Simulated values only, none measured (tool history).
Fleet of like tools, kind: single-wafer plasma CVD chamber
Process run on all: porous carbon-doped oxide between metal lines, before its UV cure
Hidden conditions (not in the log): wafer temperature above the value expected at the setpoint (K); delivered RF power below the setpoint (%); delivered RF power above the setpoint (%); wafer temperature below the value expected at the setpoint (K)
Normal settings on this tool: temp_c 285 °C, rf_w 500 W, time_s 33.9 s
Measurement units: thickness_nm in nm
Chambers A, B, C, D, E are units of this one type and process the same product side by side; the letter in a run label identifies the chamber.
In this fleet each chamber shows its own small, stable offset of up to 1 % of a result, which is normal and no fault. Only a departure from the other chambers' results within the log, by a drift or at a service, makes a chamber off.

run	hour	temp_c	rf_w	time_s	hours since the last thermocouple change	hours since the last RF generator calibration	read-back reference wafer on the same gauge, thickness_nm	thickness_nm
1A	11.2	285	500	33.9	1367.6	391.7	174.02	201.35
2E	19.7	285	500	33.9	902.4	406.9	174.02	198.1
# hour 30.6: chamber D: RF generator calibrated
3D	34	285	500	33.9	941.8	3.4	174.05	199.7
# hour 47.1: chamber B: thermocouple changed; heater temperature recalibrated
4C	50.2	285	500	33.9	472.3	1848.9	174.02	198.93
5B	59.5	285	500	33.9	12.4	1720.4	174.05	199.77
6D	69.1	285	500	33.9	976.9	38.5	174.1	199.6
7A	80.3	277	500	33.9	1436.7	460.8	174.15	211.88
8E	88.6	277	500	33.9	971.3	475.8	174.13	208.58
9C	100.9	277	500	33.9	523	1899.6	174.18	209.41
10B	108.8	277	500	33.9	61.7	1769.7	174.18	210.45
11C	122.8	277	500	33.9	544.9	1921.5	174.19	209.55
12A	134.3	285	500	33.9	1490.7	514.8	174.24	201.22
13D	147	285	500	33.9	1054.8	116.4	174.25	199.81
14B	161.6	285	500	33.9	114.5	1822.5	174.25	200.03
15E	170.1	285	500	33.9	1052.8	557.3	174.28	198.33
16B	180	285	500	33.9	132.9	1840.9	174.32	199.86
17C	194.6	285	500	33.9	616.7	1993.3	174.35	198.97
18E	206.4	285	500	33.9	1089.1	593.6	174.29	198.79
19D	221.5	285	500	33.9	1129.3	190.9	174.35	200.09
20A	235	285	500	33.9	1591.4	615.5	174.38	201.45
21D	246.9	285	545	33.9	1154.7	216.3	174.44	211.71
22E	254.3	285	545	33.9	1137	641.5	174.42	210.59
23A	268.2	285	545	33.9	1624.6	648.7	174.42	213.35
24B	284.2	285	545	33.9	237.1	1945.1	174.41	211.9
25C	300.4	285	545	33.9	722.5	2099.1	174.46	211.07
26C	311.4	285	500	33.9	733.5	2110.1	174.49	199.34
27A	323	285	500	33.9	1679.4	703.5	174.48	201.82
28D	331.4	285	500	33.9	1239.2	300.8	174.49	200.46
29E	346.9	274	500	39.5	1229.6	734.1	174.57	246.94
30B	357.6	274	500	39.5	310.5	2018.5	174.61	249.04
31A	372.8	274	500	39.5	1729.2	753.3	174.6	251.03
32C	383.5	274	500	39.5	805.6	2182.2	174.57	248.37
33B	392.9	274	500	39.5	345.8	2053.8	174.58	248.61
34D	407.5	285	500	33.9	1315.3	376.9	174.7	200.46
# hour 414.6: chamber A: thermocouple changed; heater temperature recalibrated
35E	421.3	285	500	33.9	1304	808.5	174.65	198.58
36B	433	285	500	33.9	385.9	2093.9	174.69	200.71
37C	442.6	285	500	33.9	864.7	2241.3	174.67	199.89
38A	449.9	285	500	33.9	35.3	830.4	174.67	201.81
39E	466.2	285	500	33.9	1348.9	853.4	174.71	199.06
40D	473.2	285	500	33.9	1381	442.6	174.75	200.52
41C	484.3	285	500	33.9	906.4	2283	174.75	200.03
42B	491.3	285	500	33.9	444.2	2152.2	174.71	200
# hour 493.7: chamber E: RF generator calibrated
43E	498.5	285	500	33.9	1381.2	4.8	174.76	199.27

Is one chamber out of step, is the gauge drifting, or do the chambers differ by no more than their own small offsets? For an off chamber, give its letter and the likeliest cause.

None of the chambers is off. What moves is the gauge, dragging all their readings along together.
Likeliest cause: gauge reads high (%) = 0.452.

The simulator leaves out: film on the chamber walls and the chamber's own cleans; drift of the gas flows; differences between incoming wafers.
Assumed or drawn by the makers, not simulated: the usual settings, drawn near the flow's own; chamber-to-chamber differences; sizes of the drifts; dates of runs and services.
